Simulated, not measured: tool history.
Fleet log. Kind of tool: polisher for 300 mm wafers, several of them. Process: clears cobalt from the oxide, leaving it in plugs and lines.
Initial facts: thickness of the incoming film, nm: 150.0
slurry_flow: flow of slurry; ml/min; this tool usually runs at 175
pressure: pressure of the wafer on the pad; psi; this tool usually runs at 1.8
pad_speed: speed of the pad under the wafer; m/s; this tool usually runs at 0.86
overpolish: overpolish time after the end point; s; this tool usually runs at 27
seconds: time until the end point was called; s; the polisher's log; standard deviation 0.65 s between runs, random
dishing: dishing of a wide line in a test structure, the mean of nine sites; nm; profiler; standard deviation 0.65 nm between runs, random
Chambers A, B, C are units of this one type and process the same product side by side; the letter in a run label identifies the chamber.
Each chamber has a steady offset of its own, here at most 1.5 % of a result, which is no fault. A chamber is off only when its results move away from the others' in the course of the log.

run	day	slurry_flow	pressure	pad_speed	overpolish	wafers polished on this pad	hours since the slurry nozzle was cleaned	hours since the head pressure was calibrated	seconds	dishing
1A	0.125	175	1.8	0.86	27	1041	24.1	822.7	35.448	56.601
2C	0.229	175	1.8	0.86	27	91	439.4	827.2	33.593	56.623
3B	0.4	175	1.8	0.86	27	792	330.3	279.9	33.907	58.13
4B	0.5	175	1.8	0.86	27	827	332.7	282.3	33.618	56.131
5A	0.654	175	1.8	0.86	27	1228	36.8	835.4	33.619	56.005
6C	0.783	175	1.8	0.86	27	287	452.7	840.5	33.959	55.299
# day 0.875: chamber A: worn pad replaced by a new one
7B	0.958	175	1.8	0.86	27	989	343.7	293.3	33.59	56.489
8A	1.067	175	1.8	0.86	27	68	46.7	845.3	34.946	55.565
9C	1.204	175	1.8	0.86	27	436	462.8	850.6	33.861	56.177
10A	1.3	175	2.3	0.98	27	151	52.3	850.9	22.72	63.18
# day 1.45: chamber B: slurry nozzle cleaned
11C	1.488	175	2.3	0.98	27	536	469.6	857.4	23.689	60.81
12B	1.654	175	2.3	0.98	27	1235	4.9	310	23.617	64.095
13C	1.825	220	1.8	1.1	27	655	477.7	865.5	25.107	60.837
14A	1.946	220	1.8	1.1	27	379	67.8	866.4	26.024	61.756
15B	2.075	220	1.8	1.1	27	1383	15	320.1	25.13	61.611
16B	2.162	175	1.8	0.86	27	1414	17.1	322.2	32.261	55.776
# day 2.196: chamber C: worn pad replaced by a new one
# day 2.238: chamber B: worn pad replaced by a new one
17C	2.308	175	2.4	0.86	27	40	489.3	877.1	25.408	62.158
18A	2.404	175	2.4	0.86	27	541	78.8	877.4	25.65	61.118
19C	2.496	175	2.4	0.86	27	106	493.8	881.6	24.696	60.408
20B	2.683	225	2	0.86	27	158	29.6	334.7	29.27	60.872
21A	2.783	225	2	0.86	27	675	87.9	886.5	30.241	58.324
22C	2.95	225	2	0.86	27	267	504.7	892.5	29.161	57.542
23A	3.054	175	1.3	0.86	27	770	94.4	893	47.431	49.547
24B	3.204	175	1.3	0.86	27	342	42.1	347.2	46.946	50.29
25B	3.296	175	1.3	0.86	27	375	44.3	349.4	45.011	51.436
26A	3.488	155	1.8	0.86	27	924	104.8	903.4	35.599	55.928
27C	3.625	155	1.8	0.86	27	505	520.9	908.7	34.458	55.592
28A	3.8	155	1.8	0.86	27	1034	112.3	910.9	34.752	55.51
29C	3.95	175	1.8	0.86	27	620	528.7	916.5	34.081	56.689
30B	4.121	175	1.8	1.06	27	666	64.1	369.2	27.303	60.93
31A	4.3	175	1.8	1.06	27	1211	124.3	922.9	27.842	59.169
32C	4.462	175	1.8	1.06	27	801	541	928.8	27.403	59.998
33B	4.592	175	1.8	0.86	27	832	75.4	380.5	35.402	56.596
34B	4.779	175	1.8	0.86	27	899	79.9	385	34.332	56.149
# day 4.871: chamber C: worn pad replaced by a new one
35A	4.908	175	1.8	0.86	27	1426	138.9	937.5	34.835	57.887
36C	5.083	175	1.8	0.86	27	75	555.9	943.7	32.995	56.342
# day 5.167: chamber A: worn pad replaced by a new one
37A	5.217	175	1.8	0.86	27	17	146.3	944.9	33.818	55.629
38C	5.3	175	1.8	0.86	27	152	561.1	948.9	33.034	56.57
39B	5.483	175	1.8	0.86	27	1147	96.8	401.9	34.579	56.652

Does one chamber stand apart from the rest, does the shared gauge drift, or is all well apart from small per-chamber offsets? Give the chamber and the most likely cause, where there is one.

Nothing is wrong: each chamber keeps only its own small, steady offset and the gauge holds still.
